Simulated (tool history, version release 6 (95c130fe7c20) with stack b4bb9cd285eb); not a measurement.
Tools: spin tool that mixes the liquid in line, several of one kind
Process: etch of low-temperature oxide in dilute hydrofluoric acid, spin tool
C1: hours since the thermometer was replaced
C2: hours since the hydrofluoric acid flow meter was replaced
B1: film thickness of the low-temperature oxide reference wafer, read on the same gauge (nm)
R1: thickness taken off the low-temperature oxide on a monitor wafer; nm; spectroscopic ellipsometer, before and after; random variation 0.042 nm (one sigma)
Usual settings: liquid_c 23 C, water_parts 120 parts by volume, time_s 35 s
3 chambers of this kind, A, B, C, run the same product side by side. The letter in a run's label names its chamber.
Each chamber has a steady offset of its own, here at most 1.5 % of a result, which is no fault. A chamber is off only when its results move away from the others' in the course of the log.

{"run": "1C", "hour": 9.6, "liquid_c": 23, "water_parts": 120, "time_s": 35, "C1": 771.7, "C2": 400.7, "B1": 119.95, "R1": 9.561}
{"run": "2B", "hour": 17.7, "liquid_c": 23, "water_parts": 120, "time_s": 35, "C1": 630.8, "C2": 32.8, "B1": 119.98, "R1": 9.6612}
{"hour": 20.0, "done": "chamber C: hydrofluoric acid flow meter replaced"}
{"run": "3A", "hour": 29.0, "liquid_c": 23, "water_parts": 120, "time_s": 35, "C1": 110.5, "C2": 1896.9, "B1": 119.98, "R1": 9.7796}
{"run": "4A", "hour": 35.7, "liquid_c": 23, "water_parts": 120, "time_s": 35, "C1": 117.2, "C2": 1903.6, "B1": 120.0, "R1": 9.7518}
{"hour": 43.3, "done": "chamber C: thermometer replaced"}
{"run": "5C", "hour": 45.3, "liquid_c": 23, "water_parts": 120, "time_s": 35, "C1": 2.1, "C2": 25.4, "B1": 119.99, "R1": 9.5965}
{"run": "6B", "hour": 55.7, "liquid_c": 23, "water_parts": 120, "time_s": 35, "C1": 668.8, "C2": 70.8, "B1": 119.98, "R1": 9.6563}
{"run": "7C", "hour": 65.4, "liquid_c": 23, "water_parts": 120, "time_s": 35, "C1": 22.2, "C2": 45.5, "B1": 120.05, "R1": 9.651}
{"run": "8A", "hour": 78.6, "liquid_c": 21, "water_parts": 120, "time_s": 35, "C1": 160.1, "C2": 1946.5, "B1": 120.05, "R1": 9.0074}
{"run": "9B", "hour": 85.9, "liquid_c": 21, "water_parts": 120, "time_s": 35, "C1": 699.0, "C2": 101.0, "B1": 119.97, "R1": 8.9868}
{"run": "10B", "hour": 97.4, "liquid_c": 21, "water_parts": 120, "time_s": 35, "C1": 710.5, "C2": 112.5, "B1": 120.01, "R1": 8.9013}
{"run": "11C", "hour": 108.4, "liquid_c": 23, "water_parts": 120, "time_s": 35, "C1": 65.2, "C2": 88.5, "B1": 120.03, "R1": 9.6308}
{"run": "12A", "hour": 116.8, "liquid_c": 23, "water_parts": 120, "time_s": 35, "C1": 198.3, "C2": 1984.7, "B1": 120.0, "R1": 9.7782}
{"run": "13C", "hour": 122.9, "liquid_c": 23, "water_parts": 165, "time_s": 20, "C1": 79.7, "C2": 103.0, "B1": 119.98, "R1": 3.7737}
{"run": "14A", "hour": 134.0, "liquid_c": 23, "water_parts": 165, "time_s": 20, "C1": 215.5, "C2": 2001.9, "B1": 120.02, "R1": 3.8478}
{"run": "15B", "hour": 143.5, "liquid_c": 23, "water_parts": 165, "time_s": 20, "C1": 756.6, "C2": 158.6, "B1": 119.98, "R1": 3.8341}
{"run": "16A", "hour": 155.5, "liquid_c": 23, "water_parts": 120, "time_s": 35, "C1": 237.0, "C2": 2023.4, "B1": 120.0, "R1": 9.827}
{"run": "17C", "hour": 167.3, "liquid_c": 23, "water_parts": 120, "time_s": 35, "C1": 124.1, "C2": 147.4, "B1": 119.94, "R1": 9.5988}
{"run": "18B", "hour": 174.3, "liquid_c": 23, "water_parts": 120, "time_s": 35, "C1": 787.4, "C2": 189.4, "B1": 120.02, "R1": 9.7367}
{"run": "19A", "hour": 182.5, "liquid_c": 23, "water_parts": 120, "time_s": 35, "C1": 264.0, "C2": 2050.4, "B1": 120.01, "R1": 9.8063}
{"run": "20B", "hour": 195.9, "liquid_c": 23, "water_parts": 120, "time_s": 35, "C1": 809.0, "C2": 211.0, "B1": 119.99, "R1": 9.7313}
{"run": "21C", "hour": 203.8, "liquid_c": 23, "water_parts": 120, "time_s": 35, "C1": 160.6, "C2": 183.9, "B1": 120.07, "R1": 9.5416}
{"run": "22B", "hour": 212.9, "liquid_c": 27, "water_parts": 65, "time_s": 35, "C1": 826.0, "C2": 228.0, "B1": 120.01, "R1": 22.752}
{"run": "23A", "hour": 219.5, "liquid_c": 27, "water_parts": 65, "time_s": 35, "C1": 301.0, "C2": 2087.4, "B1": 120.01, "R1": 23.168}
{"run": "24C", "hour": 231.1, "liquid_c": 27, "water_parts": 65, "time_s": 35, "C1": 187.9, "C2": 211.2, "B1": 120.06, "R1": 22.359}
{"run": "25A", "hour": 238.8, "liquid_c": 23, "water_parts": 120, "time_s": 35, "C1": 320.3, "C2": 2106.7, "B1": 119.95, "R1": 9.8012}
{"run": "26C", "hour": 251.5, "liquid_c": 23, "water_parts": 120, "time_s": 35, "C1": 208.3, "C2": 231.6, "B1": 119.99, "R1": 9.5693}
{"run": "27B", "hour": 260.3, "liquid_c": 23, "water_parts": 150, "time_s": 25, "C1": 873.4, "C2": 275.4, "B1": 119.96, "R1": 5.3044}
{"run": "28B", "hour": 273.0, "liquid_c": 23, "water_parts": 150, "time_s": 25, "C1": 886.1, "C2": 288.1, "B1": 119.97, "R1": 5.3385}
{"run": "29C", "hour": 281.2, "liquid_c": 23, "water_parts": 150, "time_s": 25, "C1": 238.0, "C2": 261.3, "B1": 120.02, "R1": 5.2668}
{"run": "30A", "hour": 287.6, "liquid_c": 23, "water_parts": 60, "time_s": 15, "C1": 369.1, "C2": 2155.5, "B1": 120.02, "R1": 9.1865}

Is one chamber off against the others, does the gauge drift, or is nothing wrong? If a chamber is off, say which, and what the likeliest cause is.

No chamber stands off beyond its own small offset, and the gauge holds steady.
